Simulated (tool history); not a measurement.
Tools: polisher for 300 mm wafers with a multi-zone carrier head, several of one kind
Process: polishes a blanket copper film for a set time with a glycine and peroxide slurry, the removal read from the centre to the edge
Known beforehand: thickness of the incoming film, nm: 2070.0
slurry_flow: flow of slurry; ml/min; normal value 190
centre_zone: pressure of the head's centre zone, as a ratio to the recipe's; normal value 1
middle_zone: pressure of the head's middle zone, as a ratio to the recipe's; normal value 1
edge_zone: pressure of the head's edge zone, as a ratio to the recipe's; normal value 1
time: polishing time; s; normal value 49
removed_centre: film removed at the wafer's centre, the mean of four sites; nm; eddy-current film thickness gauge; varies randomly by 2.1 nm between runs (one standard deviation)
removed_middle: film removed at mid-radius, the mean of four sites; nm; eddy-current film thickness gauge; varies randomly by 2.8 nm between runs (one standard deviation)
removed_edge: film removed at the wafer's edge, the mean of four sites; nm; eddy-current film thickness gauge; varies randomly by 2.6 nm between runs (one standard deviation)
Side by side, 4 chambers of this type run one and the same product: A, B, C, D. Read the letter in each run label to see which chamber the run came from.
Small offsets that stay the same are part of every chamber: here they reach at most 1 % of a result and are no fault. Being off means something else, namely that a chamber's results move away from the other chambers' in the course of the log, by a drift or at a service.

run,hour,slurry_flow,centre_zone,middle_zone,edge_zone,time,removed_centre,removed_middle,removed_edge
# hour 2.5: chamber A: worn pad replaced by a new one
1C,10.3,190,1,1,1,49,233.12,231.93,232.21
# hour 12.3: chamber B: worn pad replaced by a new one
2D,23.5,190,1,1,1,49,230.64,233.2,231.82
3B,30.9,190,1,1,1,49,230.92,234.93,228.74
4A,41.6,190,1,1,1,49,233.24,233.7,236.84
# hour 44.3: chamber D: worn pad replaced by a new one
5A,51.9,190,1,1,1,49,235.58,236.32,232.51
6D,59.7,190,1,1,1,49,233.8,228.45,232.06
# hour 61.5: chamber C: worn pad replaced by a new one
7B,68.4,225,1,1,1,40,193.73,193.46,198.29
# hour 74: chamber A: worn pad replaced by a new one
8C,76.4,225,1,1,1,40,195.75,194.94,190.38
9D,86.2,225,1,1,1,40,197.12,195.76,193.71
# hour 91.5: chamber C: centre zone pressure recalibrated
# hour 93.7: chamber D: slurry nozzle cleaned
10A,94.3,225,1,1,1,40,199.29,191.49,195.51
# hour 103.5: chamber B: worn pad replaced by a new one
11B,107.2,190,1,1,1,49,231.34,235.41,228.83
12C,115.8,190,1,1,1,49,215.33,228.09,230.78
13A,127.1,190,1,1,1,49,238.59,227.89,233.95
# hour 130.1: chamber C: worn pad replaced by a new one
# hour 133.3: chamber D: centre zone pressure recalibrated
14B,139.2,130,1,1,1,49,215.67,219.94,220.61
# hour 143.2: chamber A: worn pad replaced by a new one
15C,151.1,130,1,1,1,49,200.96,214.95,222.37
# hour 153.4: chamber D: worn pad replaced by a new one
16D,160.3,130,1,1,1,49,215.27,219.81,218.28
17B,167.1,130,1,1,1,49,214.99,215.18,223.74
18A,179.3,190,1,1,1,49,234.8,232.09,233.92
19C,190.6,190,1,1,1,49,216.67,233.36,229.34
# hour 193.9: chamber B: worn pad replaced by a new one
# hour 202.5: chamber C: worn pad replaced by a new one
20D,202.8,190,1,1,1,49,230.86,232.91,230.5
# hour 208.5: chamber C: slurry nozzle cleaned
21C,216,190,1,1,1,49,214.22,237.67,229.35
# hour 222.2: chamber A: worn pad replaced by a new one
22D,225.1,190,1,1,1,49,231.95,235.76,234.5
23A,231.8,190,1,1,1,49,237.5,231.35,238.44
24B,240.5,190,1,1,1,49,234.3,239.56,233.05
25D,247.3,190,1,0.89,1,55,261.76,233.37,261.5
26C,256.7,190,1,0.89,1,55,242.75,238.9,257.59
27B,268.7,190,1,0.89,1,55,260.66,237.89,264.62
28A,279.4,190,1,0.89,1,55,265.51,238.01,261.64
29A,287.1,190,1,1,1,49,236.34,230.11,233.44

All 4 chambers run these settings next. Forecast each chamber's results:
30A,297.2,190,1,1,1,49,?,?,?
30B,297.2,190,1,1,1,49,?,?,?
30C,297.2,190,1,1,1,49,?,?,?
30D,297.2,190,1,1,1,49,?,?,?

run,removed_centre,removed_middle,removed_edge
30A,233.02,230.8,237.14
30B,234.7,239.39,235.93
30C,218.95,235.21,233.2
30D,231.99,233.58,228.15
